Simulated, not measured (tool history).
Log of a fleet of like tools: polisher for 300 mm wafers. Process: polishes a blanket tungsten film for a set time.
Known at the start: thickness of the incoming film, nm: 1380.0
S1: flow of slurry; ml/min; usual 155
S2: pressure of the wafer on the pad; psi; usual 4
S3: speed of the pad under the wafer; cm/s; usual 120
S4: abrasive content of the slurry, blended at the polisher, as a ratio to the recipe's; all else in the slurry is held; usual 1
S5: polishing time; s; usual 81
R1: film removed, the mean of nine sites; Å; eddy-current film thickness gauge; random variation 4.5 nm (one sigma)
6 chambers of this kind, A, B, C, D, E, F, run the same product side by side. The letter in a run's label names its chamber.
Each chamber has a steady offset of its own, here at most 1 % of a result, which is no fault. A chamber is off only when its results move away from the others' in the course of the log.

run,hour,S1,S2,S3,S4,S5,R1
# hour 1.8: chamber D: slurry tank refilled with fresh slurry and peroxide
# hour 4.2: chamber E: slurry nozzle cleaned
# hour 5: chamber A: slurry tank refilled with fresh slurry and peroxide
1C,5.1,155,4,120,1,81,4059.9
# hour 11.7: chamber D: slurry blender recalibrated
2A,13.2,155,4,120,1,81,4003.8
# hour 20.4: chamber B: worn pad replaced by a new one
3D,21.1,155,4,120,1,81,4028.5
# hour 22.4: chamber C: slurry nozzle cleaned
# hour 27.4: chamber E: worn pad replaced by a new one
4F,28,155,4,120,1,81,4074.8
5E,36.7,155,4,120,1,81,4016.9
6B,46.6,155,4,120,1,81,4036.5
# hour 48.2: chamber A: worn pad replaced by a new one
# hour 49.8: chamber B: slurry tank refilled with fresh slurry and peroxide
7E,53.2,155,4,120,1,81,4065.6
# hour 56.8: chamber D: slurry tank refilled with fresh slurry and peroxide
8F,59.8,155,4,120,1,81,4028.5
9B,68.7,155,4,120,1,81,4044.8
# hour 69.2: chamber F: slurry tank refilled with fresh slurry and peroxide
# hour 69.6: chamber F: slurry nozzle cleaned
# hour 70.2: chamber C: slurry tank refilled with fresh slurry and peroxide
# hour 71.1: chamber A: slurry nozzle cleaned
10C,78.8,155,4,120,1,81,4049.6
11A,87.1,155,4,120,1,81,4048
# hour 93.5: chamber E: slurry blender recalibrated
12D,93.6,155,4,120,1,81,4078.6
# hour 94.5: chamber F: worn pad replaced by a new one
# hour 98.5: chamber F: slurry blender recalibrated
13A,100.7,155,4,120,1,81,4097.5
# hour 105.1: chamber A: head pressure recalibrated
14F,109.7,155,4,120,1,81,4080.1
# hour 110.7: chamber A: slurry tank refilled with fresh slurry and peroxide
15D,114.5,155,4,120,1,81,3953.9
# hour 114.8: chamber B: slurry tank refilled with fresh slurry and peroxide
16E,120,155,4.5,120,1,81,4537.3
17B,125.7,155,4.5,120,1,81,4575.3
# hour 126.3: chamber D: slurry tank refilled with fresh slurry and peroxide
# hour 129.9: chamber D: slurry nozzle cleaned
# hour 133.7: chamber C: worn pad replaced by a new one
18C,135.2,155,4.5,120,1,81,4491.5
# hour 135.5: chamber A: slurry blender recalibrated
19D,141.4,155,4.5,120,1,81,4448.4
20B,146.8,155,4.5,120,1,81,4533.3
21F,155.4,155,4.5,120,1,81,4511.9
22A,162.4,155,4,120,1.3,70,3761.7
# hour 166.5: chamber E: slurry tank refilled with fresh slurry and peroxide
23C,168.2,155,4,120,1.3,70,3754.4
# hour 170.2: chamber D: slurry blender recalibrated
# hour 170.7: chamber B: slurry tank refilled with fresh slurry and peroxide
24E,176.8,155,4,120,1.3,70,3735.5
# hour 181.7: chamber D: slurry tank refilled with fresh slurry and peroxide
25B,185.1,155,4,120,1.3,70,3739.5
26E,189.5,155,4,120,1.3,70,3616.5
# hour 193.9: chamber C: head pressure recalibrated
27F,195.4,155,4,120,1.3,70,3709.6
# hour 199.2: chamber B: worn pad replaced by a new one
28A,203.7,195,4,120,1,81,4203.6
# hour 209.9: chamber B: slurry blender recalibrated
29D,212.4,195,4,120,1,81,4106.3
# hour 215.2: chamber A: slurry tank refilled with fresh slurry and peroxide
30C,219.8,195,4,120,1,81,4196.3
# hour 224.6: chamber A: worn pad replaced by a new one
# hour 224.8: chamber D: worn pad replaced by a new one
# hour 225.3: chamber F: slurry tank refilled with fresh slurry and peroxide
31E,225.5,195,4,120,1,81,4232.3
# hour 228.1: chamber B: slurry tank refilled with fresh slurry and peroxide
# hour 231: chamber C: slurry tank refilled with fresh slurry and peroxide
32B,233.2,195,4,120,1,81,4163.6
# hour 238.1: chamber D: slurry tank refilled with fresh slurry and peroxide
33D,242.4,195,4,120,1,81,4224.3
# hour 245.4: chamber C: slurry blender recalibrated
# hour 247.8: chamber E: slurry blender recalibrated
34F,247.9,155,4,120,1,81,4084
35A,256.2,155,4,120,1,81,4042.1
# hour 261.2: chamber E: worn pad replaced by a new one
36C,261.8,155,4,120,1,81,4055.5
37D,270.7,155,4,84,1,81,2892
38E,279.1,155,4,84,1,81,2875.5
39F,283.5,155,4,84,1,81,2793.3
# hour 284.3: chamber B: slurry tank refilled with fresh slurry and peroxide
40A,293.5,155,4,84,1,81,2849.8
41C,302.1,155,4,84,1,81,2790.9
42B,310.9,155,4,84,1,81,2805
# hour 314.2: chamber F: worn pad replaced by a new one
43F,317,155,4,120,1,81,4096
44C,321.4,155,4,120,1,81,3996

All 6 chambers run these settings next. Forecast each chamber's results:
45A,328.7,155,4.7,120,1,81,?
45B,328.7,155,4.7,120,1,81,?
45C,328.7,155,4.7,120,1,81,?
45D,328.7,155,4.7,120,1,81,?
45E,328.7,155,4.7,120,1,81,?
45F,328.7,155,4.7,120,1,81,?

run,R1
45A,4762.7
45B,4765.1
45C,4754.1
45D,4811
45E,4792.9
45F,4769.9
